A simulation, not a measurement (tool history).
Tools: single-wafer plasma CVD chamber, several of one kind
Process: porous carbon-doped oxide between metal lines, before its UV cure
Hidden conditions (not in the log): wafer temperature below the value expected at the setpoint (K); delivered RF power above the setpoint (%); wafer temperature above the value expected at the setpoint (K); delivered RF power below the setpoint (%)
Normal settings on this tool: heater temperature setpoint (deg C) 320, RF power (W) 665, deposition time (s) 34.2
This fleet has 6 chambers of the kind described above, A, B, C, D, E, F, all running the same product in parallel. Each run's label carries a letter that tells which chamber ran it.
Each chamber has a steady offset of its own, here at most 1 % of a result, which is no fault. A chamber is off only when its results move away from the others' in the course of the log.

run	day	heater temperature setpoint (deg C)	RF power (W)	deposition time (s)	hours since the last thermocouple change	hours since the last RF generator calibration	read-back reference wafer on the same gauge, thickness_nm	mean film thickness on the monitor wafer (Å)
1A	0.142	320	665	34.2	799.9	146.3	227.08	2001.0
2B	0.450	320	665	34.2	1560.2	1776.1	226.99	1993.6
# day 0.517: chamber D: RF generator calibrated
3C	0.771	320	665	34.2	2747.8	673.3	227.14	1977.1
4D	0.979	320	665	34.2	908.3	11.2	227.13	1997.3
5F	1.179	320	665	34.2	1325.6	1046.6	227.13	1997.7
6E	1.379	320	665	34.2	1643.3	178.1	227.17	2006.2
7B	1.592	320	665	34.2	1587.6	1803.5	227.17	1992.4
8C	1.904	320	665	34.2	2775.0	700.5	227.21	1984.6
9D	2.079	320	625	36.9	934.7	37.6	227.23	2063.0
10E	2.242	320	625	36.9	1664.0	198.8	227.28	2077.6
11F	2.467	320	625	36.9	1356.5	1077.5	227.34	2063.3
12A	2.658	320	625	36.9	860.3	206.7	227.27	2074.1
13F	2.938	320	625	36.9	1367.8	1088.8	227.25	2063.8
14A	3.179	320	625	36.9	872.8	219.2	227.37	2074.0
15C	3.346	320	665	34.2	2809.6	735.1	227.41	1979.9
16E	3.542	320	665	34.2	1695.2	230.0	227.41	2008.6
17D	3.808	320	665	36.5	976.2	79.1	227.40	2125.1
18B	4.021	320	665	36.5	1645.9	1861.8	227.44	2128.5
19A	4.225	320	665	36.5	897.9	244.3	227.46	2138.5
20B	4.362	320	665	36.5	1654.1	1870.0	227.47	2124.9
21C	4.533	320	665	36.5	2838.1	763.6	227.50	2121.3
22D	4.700	320	665	36.5	997.6	100.5	227.53	2133.1
23E	4.871	320	665	34.2	1727.1	261.9	227.55	2016.0
24F	5.025	320	665	34.2	1417.9	1138.9	227.54	1998.5
25A	5.300	320	665	34.2	923.7	270.1	227.60	2007.9
26E	5.450	307	665	34.2	1741.0	275.8	227.53	2158.5
27C	5.721	307	665	34.2	2866.6	792.1	227.59	2125.2
28B	5.962	307	665	34.2	1692.5	1908.4	227.70	2143.9
29D	6.208	307	665	34.2	1033.8	136.7	227.67	2144.5
30F	6.488	307	665	34.2	1453.0	1174.0	227.72	2140.9
31E	6.658	307	665	34.2	1770.0	304.8	227.77	2158.7
32A	6.896	320	665	34.2	962.0	308.4	227.69	2012.5
33F	7.062	320	665	34.2	1466.8	1187.8	227.80	1999.8
34B	7.254	320	665	34.2	1723.5	1939.4	227.85	2000.7
35D	7.475	320	665	29.0	1064.2	167.1	227.83	1709.5
36C	7.617	320	665	29.0	2912.1	837.6	227.81	1693.3
37D	7.912	320	665	29.0	1074.7	177.6	227.88	1707.8
38A	8.079	320	665	29.0	990.4	336.8	227.91	1715.8
39E	8.379	320	665	29.0	1811.3	346.1	227.91	1719.0
40F	8.650	320	665	29.0	1504.9	1225.9	227.99	1701.5
# day 8.688: chamber C: thermocouple changed; heater temperature recalibrated
41B	8.867	320	665	34.2	1762.2	1978.1	227.91	2004.4
42C	9.129	325	665	30.4	10.7	873.9	227.98	1730.7
43E	9.308	325	665	30.4	1833.6	368.4	227.92	1753.4

Read the log: is a single chamber off, either drifting away or since a service, is the gauge that measures every chamber drifting, or is nothing wrong beyond small per-chamber offsets? Name any odd chamber and what most likely caused it.

It is the gauge, not a chamber: its drift shows up in every chamber's results at once, and no chamber is off.
What lies behind it: gauge reads high (%) = 0.458.

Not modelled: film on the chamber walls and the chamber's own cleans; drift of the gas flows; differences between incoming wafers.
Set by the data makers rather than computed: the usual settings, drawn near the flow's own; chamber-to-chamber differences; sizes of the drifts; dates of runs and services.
